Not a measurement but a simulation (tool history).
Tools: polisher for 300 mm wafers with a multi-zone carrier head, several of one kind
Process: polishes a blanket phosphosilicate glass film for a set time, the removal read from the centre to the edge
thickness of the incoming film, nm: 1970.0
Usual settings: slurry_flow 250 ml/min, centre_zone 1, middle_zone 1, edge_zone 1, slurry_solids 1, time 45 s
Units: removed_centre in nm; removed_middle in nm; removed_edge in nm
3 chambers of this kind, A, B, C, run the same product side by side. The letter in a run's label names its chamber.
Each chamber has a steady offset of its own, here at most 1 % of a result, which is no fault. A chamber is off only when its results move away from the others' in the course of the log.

run	hour	slurry_flow	centre_zone	middle_zone	edge_zone	slurry_solids	time	wafers polished on this pad	hours since the slurry nozzle was cleaned	hours since the centre zone pressure was calibrated	hours since the edge zone pressure was calibrated	removed_centre	removed_middle	removed_edge
1A	5	250	1	1	1	1	45	213	214.4	1050.1	340.5	359.07	362.25	359.64
2B	10.2	250	1	1	1	1	45	243	67.4	554.7	475.2	358.56	358.94	358.79
3C	16.4	250	1	1	1	1	45	1108	418.5	96.3	566.7	354.77	354.19	366.31
4C	21.8	250	1	1	1	1	45	1182	423.9	101.7	572.1	352.66	364.76	356.3
5B	25.8	250	1	1	1	1	45	455	83	570.3	490.8	357.59	354.33	368.42
# hour 26.1: chamber C: worn pad replaced by a new one
# hour 32.7: chamber A: worn pad replaced by a new one
6A	33.3	250	1	1	1	1	45	8	242.7	1078.4	368.8	360.42	364.9	362.9
7A	42.5	250	1	1	1	1	45	133	251.9	1087.6	378	362.74	358.89	349.55
8B	48.9	250	1	1	1	1	45	770	106.1	593.4	513.9	362.33	364.08	364.38
# hour 53.5: chamber B: worn pad replaced by a new one
9C	55.3	170	1	1	1	1	45	398	457.4	135.2	605.6	340.94	334.37	351.08
10A	62.6	170	1	1	1	1	45	407	272	1107.7	398.1	341.74	343.51	344.66
# hour 62.8: chamber A: slurry nozzle cleaned
11C	67.2	170	1	1	1	1	45	560	469.3	147.1	617.5	337.51	336.8	344.6
# hour 69.7: chamber A: worn pad replaced by a new one
12B	72.7	250	1	1	1	1	45	262	129.9	617.2	537.7	358.02	357.69	360.4
13B	79.7	250	1	1	1	1	45	358	136.9	624.2	544.7	356.64	361.38	362.06
14A	88.6	250	1	1	1	1	45	258	25.9	1133.7	424.1	367.2	362.78	364
15C	96.2	250	1	1	1	1	45	955	498.3	176.1	646.5	358.21	360.4	366.03
# hour 98: chamber C: worn pad replaced by a new one
16C	100.7	250	1	0.95	1	1	45	37	502.8	180.6	651	364.39	346.03	356.16
# hour 109: chamber A: worn pad replaced by a new one
17B	109	250	1	0.95	1	1	45	757	166.2	653.5	574	354.49	344.47	369.21
# hour 113.7: chamber B: edge zone pressure recalibrated
# hour 113.8: chamber B: worn pad replaced by a new one
18A	115.2	250	1	0.95	1	1	45	85	52.5	1160.3	450.7	362.06	354.84	354.73
19B	119.5	250	1	1	1	1	45	78	176.7	664	5.9	361.44	353.04	365.64
# hour 123.6: chamber A: centre zone pressure recalibrated
20C	124.2	250	1	1	1	1	45	357	526.3	204.1	674.5	357.42	357.86	360.31
21A	131.4	250	1	1	1	1	45	306	68.7	7.8	466.9	326.44	368.28	363.36
22A	137.3	250	1	1.1	1	1.2	45	386	74.6	13.7	472.8	351.8	419.77	386.14
23B	143	250	1	1.1	1	1.2	45	399	200.2	687.5	29.4	392.41	416.75	389.76
# hour 145.6: chamber A: worn pad replaced by a new one
24C	147.1	250	1	1.1	1	1.2	45	669	549.2	227	697.4	389.48	427.86	380.08
25B	154.1	250	1	1	1	1	45	550	211.3	698.6	40.5	363.62	357.53	353.43
26A	162.9	250	1	1	1	1	45	235	100.2	39.3	498.4	328.65	359.62	354.99
27C	171.5	250	1	1	1	1	45	1002	573.6	251.4	721.8	362.12	350.97	357.32
# hour 173: chamber B: worn pad replaced by a new one
# hour 175: chamber C: worn pad replaced by a new one
28C	178.9	250	1	1	1	1	45	54	581	258.8	729.2	358.33	365.29	355.53
29A	183.9	250	1	1	1	1	45	522	121.2	60.3	519.4	333.96	360.61	357.83
# hour 184: chamber A: worn pad replaced by a new one
30B	190.1	250	1	1	1	1	45	234	247.3	734.6	76.5	363.51	353.14	361.97
31B	195.2	250	1	1	1	1	45	303	252.4	739.7	81.6	353.98	356.04	359.41
32A	200.6	250	1	0.94	1	0.9	45	226	137.9	77	536.1	313.37	325.38	349.78
33C	207.6	250	1	0.94	1	0.9	45	445	609.7	287.5	757.9	338.84	322.41	336.93
34C	212	250	1	0.94	1	0.9	45	505	614.1	291.9	762.3	339.21	326.94	339.63

Next, every chamber runs the same settings. What will each give?
35A	218.8	250	1	1	1	1	45					?	?	?
35B	218.8	250	1	1	1	1	45					?	?	?
35C	218.8	250	1	1	1	1	45					?	?	?

run	removed_centre	removed_middle	removed_edge
35A	325.74	364.16	357.49
35B	356.16	351.14	356.69
35C	363.93	356.14	367.89

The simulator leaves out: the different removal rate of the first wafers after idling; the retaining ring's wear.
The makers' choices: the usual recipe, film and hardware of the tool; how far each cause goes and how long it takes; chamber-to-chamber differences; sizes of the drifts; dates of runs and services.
